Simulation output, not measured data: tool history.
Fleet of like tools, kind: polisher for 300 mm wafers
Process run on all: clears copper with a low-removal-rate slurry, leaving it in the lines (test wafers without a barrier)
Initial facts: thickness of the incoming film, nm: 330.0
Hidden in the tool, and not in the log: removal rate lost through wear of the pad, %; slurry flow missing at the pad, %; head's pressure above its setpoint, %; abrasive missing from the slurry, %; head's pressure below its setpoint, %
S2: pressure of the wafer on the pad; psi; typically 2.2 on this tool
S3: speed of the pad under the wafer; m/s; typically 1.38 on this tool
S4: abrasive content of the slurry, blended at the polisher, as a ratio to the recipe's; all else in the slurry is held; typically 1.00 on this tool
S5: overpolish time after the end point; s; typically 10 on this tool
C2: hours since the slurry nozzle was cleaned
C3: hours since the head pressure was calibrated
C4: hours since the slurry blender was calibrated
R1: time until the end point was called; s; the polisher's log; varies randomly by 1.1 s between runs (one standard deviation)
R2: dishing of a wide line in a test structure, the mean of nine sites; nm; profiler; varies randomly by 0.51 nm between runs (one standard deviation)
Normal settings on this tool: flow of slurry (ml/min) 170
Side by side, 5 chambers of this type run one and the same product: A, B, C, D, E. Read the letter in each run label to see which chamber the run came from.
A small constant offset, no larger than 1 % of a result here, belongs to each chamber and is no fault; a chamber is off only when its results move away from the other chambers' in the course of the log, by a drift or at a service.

{"run": "1D", "hour": 10.9, "flow of slurry (ml/min)": 170, "S2": 2.2, "S3": 1.38, "S4": 1.0, "S5": 10, "wafers polished on this pad": 176, "C2": 58.1, "C3": 398.4, "C4": 13.6, "R1": 95.233, "R2": 23.657}
{"hour": 14.4, "done": "chamber E: slurry blender recalibrated"}
{"run": "2E", "hour": 20.6, "flow of slurry (ml/min)": 170, "S2": 2.2, "S3": 1.38, "S4": 1.0, "S5": 10, "wafers polished on this pad": 876, "C2": 475.2, "C3": 29.5, "C4": 6.2, "R1": 97.488, "R2": 24.887}
{"hour": 21.4, "done": "chamber A: worn pad replaced by a new one"}
{"run": "3B", "hour": 29.8, "flow of slurry (ml/min)": 170, "S2": 2.2, "S3": 1.38, "S4": 1.0, "S5": 10, "wafers polished on this pad": 516, "C2": 161.1, "C3": 173.7, "C4": 75.8, "R1": 97.121, "R2": 24.461}
{"run": "4C", "hour": 41.1, "flow of slurry (ml/min)": 170, "S2": 2.2, "S3": 1.38, "S4": 1.0, "S5": 10, "wafers polished on this pad": 843, "C2": 342.1, "C3": 749.9, "C4": 49.6, "R1": 96.937, "R2": 24.316}
{"run": "5A", "hour": 53.1, "flow of slurry (ml/min)": 170, "S2": 2.2, "S3": 1.38, "S4": 1.0, "S5": 10, "wafers polished on this pad": 250, "C2": 369.9, "C3": 994.2, "C4": 123.7, "R1": 96.746, "R2": 24.188}
{"hour": 57.3, "done": "chamber A: head pressure recalibrated"}
{"hour": 58.0, "done": "chamber E: worn pad replaced by a new one"}
{"run": "6D", "hour": 65.9, "flow of slurry (ml/min)": 170, "S2": 2.2, "S3": 1.38, "S4": 1.0, "S5": 10, "wafers polished on this pad": 611, "C2": 113.1, "C3": 453.4, "C4": 68.6, "R1": 98.386, "R2": 24.423}
{"run": "7B", "hour": 79.3, "flow of slurry (ml/min)": 170, "S2": 2.2, "S3": 1.38, "S4": 1.25, "S5": 10, "wafers polished on this pad": 907, "C2": 210.6, "C3": 223.2, "C4": 125.3, "R1": 92.473, "R2": 25.765}
{"hour": 86.8, "done": "chamber B: slurry blender recalibrated"}
{"run": "8E", "hour": 88.0, "flow of slurry (ml/min)": 170, "S2": 2.2, "S3": 1.38, "S4": 1.25, "S5": 10, "wafers polished on this pad": 237, "C2": 542.6, "C3": 96.9, "C4": 73.6, "R1": 89.824, "R2": 24.773}
{"hour": 89.8, "done": "chamber A: worn pad replaced by a new one"}
{"run": "9C", "hour": 100.3, "flow of slurry (ml/min)": 170, "S2": 2.2, "S3": 1.38, "S4": 1.25, "S5": 10, "wafers polished on this pad": 1311, "C2": 401.3, "C3": 809.1, "C4": 108.8, "R1": 93.343, "R2": 25.311}
{"hour": 111.0, "done": "chamber A: slurry blender recalibrated"}
{"run": "10A", "hour": 112.7, "flow of slurry (ml/min)": 170, "S2": 2.2, "S3": 1.38, "S4": 1.25, "S5": 10, "wafers polished on this pad": 181, "C2": 429.5, "C3": 55.4, "C4": 1.7, "R1": 92.195, "R2": 24.962}
{"hour": 116.3, "done": "chamber D: worn pad replaced by a new one"}
{"run": "11E", "hour": 121.7, "flow of slurry (ml/min)": 170, "S2": 2.2, "S3": 1.38, "S4": 1.25, "S5": 10, "wafers polished on this pad": 503, "C2": 576.3, "C3": 130.6, "C4": 107.3, "R1": 91.739, "R2": 25.265}
{"hour": 127.2, "done": "chamber C: worn pad replaced by a new one"}
{"run": "12C", "hour": 130.6, "flow of slurry (ml/min)": 170, "S2": 2.2, "S3": 1.38, "S4": 1.0, "S5": 10, "wafers polished on this pad": 27, "C2": 431.6, "C3": 839.4, "C4": 139.1, "R1": 97.827, "R2": 24.368}
{"run": "13D", "hour": 142.5, "flow of slurry (ml/min)": 215, "S2": 2.2, "S3": 0.94, "S4": 1.0, "S5": 10, "wafers polished on this pad": 207, "C2": 189.7, "C3": 530.0, "C4": 145.2, "R1": 139.51, "R2": 17.864}
{"hour": 153.6, "done": "chamber A: worn pad replaced by a new one"}
{"run": "14A", "hour": 155.0, "flow of slurry (ml/min)": 215, "S2": 2.2, "S3": 0.94, "S4": 1.0, "S5": 10, "wafers polished on this pad": 11, "C2": 471.8, "C3": 97.7, "C4": 44.0, "R1": 137.93, "R2": 16.918}
{"hour": 158.0, "done": "chamber C: head pressure recalibrated"}
{"run": "15B", "hour": 170.2, "flow of slurry (ml/min)": 215, "S2": 2.2, "S3": 0.94, "S4": 1.0, "S5": 10, "wafers polished on this pad": 1625, "C2": 301.5, "C3": 314.1, "C4": 83.5, "R1": 140.95, "R2": 16.389}
{"run": "16E", "hour": 180.2, "flow of slurry (ml/min)": 215, "S2": 2.2, "S3": 0.94, "S4": 1.0, "S5": 10, "wafers polished on this pad": 965, "C2": 634.8, "C3": 189.1, "C4": 165.8, "R1": 140.44, "R2": 18.127}
{"hour": 184.4, "done": "chamber E: slurry blender recalibrated"}
{"run": "17C", "hour": 186.9, "flow of slurry (ml/min)": 215, "S2": 2.2, "S3": 0.94, "S4": 1.0, "S5": 10, "wafers polished on this pad": 471, "C2": 487.9, "C3": 28.9, "C4": 195.4, "R1": 137.09, "R2": 18.121}
{"hour": 190.6, "done": "chamber E: worn pad replaced by a new one"}
{"run": "18B", "hour": 194.3, "flow of slurry (ml/min)": 170, "S2": 2.2, "S3": 1.38, "S4": 1.0, "S5": 10, "wafers polished on this pad": 1815, "C2": 325.6, "C3": 338.2, "C4": 107.6, "R1": 99.526, "R2": 23.662}
{"hour": 204.4, "done": "chamber B: slurry nozzle cleaned"}
{"run": "19A", "hour": 208.0, "flow of slurry (ml/min)": 170, "S2": 2.2, "S3": 1.38, "S4": 1.0, "S5": 10, "wafers polished on this pad": 429, "C2": 524.8, "C3": 150.7, "C4": 97.0, "R1": 96.68, "R2": 24.734}
{"hour": 209.4, "done": "chamber B: slurry blender recalibrated"}
{"hour": 220.3, "done": "chamber A: worn pad replaced by a new one"}
{"run": "20D", "hour": 222.0, "flow of slurry (ml/min)": 170, "S2": 2.2, "S3": 1.38, "S4": 1.0, "S5": 10, "wafers polished on this pad": 835, "C2": 269.2, "C3": 609.5, "C4": 224.7, "R1": 94.681, "R2": 24.101}
{"run": "21C", "hour": 233.3, "flow of slurry (ml/min)": 170, "S2": 2.2, "S3": 1.52, "S4": 1.0, "S5": 8, "wafers polished on this pad": 838, "C2": 534.3, "C3": 75.3, "C4": 241.8, "R1": 87.081, "R2": 21.812}
{"hour": 235.2, "done": "chamber C: slurry blender recalibrated"}
{"run": "22A", "hour": 246.5, "flow of slurry (ml/min)": 170, "S2": 2.2, "S3": 1.52, "S4": 1.0, "S5": 8, "wafers polished on this pad": 206, "C2": 563.3, "C3": 189.2, "C4": 135.5, "R1": 86.679, "R2": 21.241}
{"hour": 251.2, "done": "chamber D: worn pad replaced by a new one"}
{"run": "23B", "hour": 257.2, "flow of slurry (ml/min)": 170, "S2": 2.2, "S3": 1.52, "S4": 1.0, "S5": 8, "wafers polished on this pad": 2312, "C2": 52.9, "C3": 401.1, "C4": 47.9, "R1": 92.437, "R2": 21.36}
{"hour": 264.2, "done": "chamber D: slurry blender recalibrated"}
{"run": "24E", "hour": 265.9, "flow of slurry (ml/min)": 170, "S2": 2.2, "S3": 1.52, "S4": 1.0, "S5": 8, "wafers polished on this pad": 595, "C2": 720.5, "C3": 274.8, "C4": 81.5, "R1": 86.433, "R2": 21.278}
{"run": "25D", "hour": 279.9, "flow of slurry (ml/min)": 170, "S2": 2.2, "S3": 1.52, "S4": 1.0, "S5": 8, "wafers polished on this pad": 226, "C2": 327.1, "C3": 667.4, "C4": 15.7, "R1": 87.714, "R2": 21.433}
{"hour": 281.6, "done": "chamber A: worn pad replaced by a new one"}
{"hour": 289.8, "done": "chamber D: slurry nozzle cleaned"}
{"run": "26D", "hour": 290.6, "flow of slurry (ml/min)": 170, "S2": 2.2, "S3": 1.38, "S4": 1.0, "S5": 10, "wafers polished on this pad": 311, "C2": 0.9, "C3": 678.1, "C4": 26.4, "R1": 97.593, "R2": 23.815}
{"hour": 291.5, "done": "chamber C: worn pad replaced by a new one"}
{"run": "27B", "hour": 298.4, "flow of slurry (ml/min)": 170, "S2": 2.2, "S3": 1.38, "S4": 1.0, "S5": 10, "wafers polished on this pad": 2637, "C2": 94.1, "C3": 442.3, "C4": 89.1, "R1": 103.22, "R2": 22.245}
{"hour": 308.0, "done": "chamber A: slurry nozzle cleaned"}
{"hour": 309.3, "done": "chamber E: worn pad replaced by a new one"}
{"run": "28C", "hour": 310.8, "flow of slurry (ml/min)": 170, "S2": 2.2, "S3": 1.38, "S4": 1.0, "S5": 10, "wafers polished on this pad": 152, "C2": 611.8, "C3": 152.8, "C4": 75.7, "R1": 96.901, "R2": 25.089}
{"hour": 319.6, "done": "chamber A: slurry blender recalibrated"}
{"run": "29E", "hour": 321.5, "flow of slurry (ml/min)": 170, "S2": 2.2, "S3": 1.38, "S4": 1.0, "S5": 10, "wafers polished on this pad": 96, "C2": 776.1, "C3": 330.4, "C4": 137.1, "R1": 98.513, "R2": 23.905}
{"hour": 328.7, "done": "chamber B: slurry blender recalibrated"}
{"run": "30A", "hour": 335.0, "flow of slurry (ml/min)": 170, "S2": 2.2, "S3": 1.38, "S4": 1.0, "S5": 10, "wafers polished on this pad": 422, "C2": 27.1, "C3": 277.7, "C4": 15.5, "R1": 99.614, "R2": 23.967}
{"run": "31B", "hour": 347.0, "flow of slurry (ml/min)": 170, "S2": 2.2, "S3": 1.38, "S4": 1.0, "S5": 10, "wafers polished on this pad": 3021, "C2": 142.7, "C3": 490.9, "C4": 18.3, "R1": 106.77, "R2": 22.186}

The same settings go to every chamber for the next run, one line per chamber below. Forecast the results for each:
{"run": "32A", "hour": 357.9, "flow of slurry (ml/min)": 170, "S2": 2.2, "S3": 1.6, "S4": 1.0, "S5": 10, "R1": "?", "R2": "?"}
{"run": "32B", "hour": 357.9, "flow of slurry (ml/min)": 170, "S2": 2.2, "S3": 1.6, "S4": 1.0, "S5": 10, "R1": "?", "R2": "?"}
{"run": "32C", "hour": 357.9, "flow of slurry (ml/min)": 170, "S2": 2.2, "S3": 1.6, "S4": 1.0, "S5": 10, "R1": "?", "R2": "?"}
{"run": "32D", "hour": 357.9, "flow of slurry (ml/min)": 170, "S2": 2.2, "S3": 1.6, "S4": 1.0, "S5": 10, "R1": "?", "R2": "?"}
{"run": "32E", "hour": 357.9, "flow of slurry (ml/min)": 170, "S2": 2.2, "S3": 1.6, "S4": 1.0, "S5": 10, "R1": "?", "R2": "?"}

run=32A R1=84.654 R2=28.268
run=32B R1=91.254 R2=25.321
run=32C R1=85.089 R2=27.456
run=32D R1=84.083 R2=27.209
run=32E R1=83.688 R2=27.324

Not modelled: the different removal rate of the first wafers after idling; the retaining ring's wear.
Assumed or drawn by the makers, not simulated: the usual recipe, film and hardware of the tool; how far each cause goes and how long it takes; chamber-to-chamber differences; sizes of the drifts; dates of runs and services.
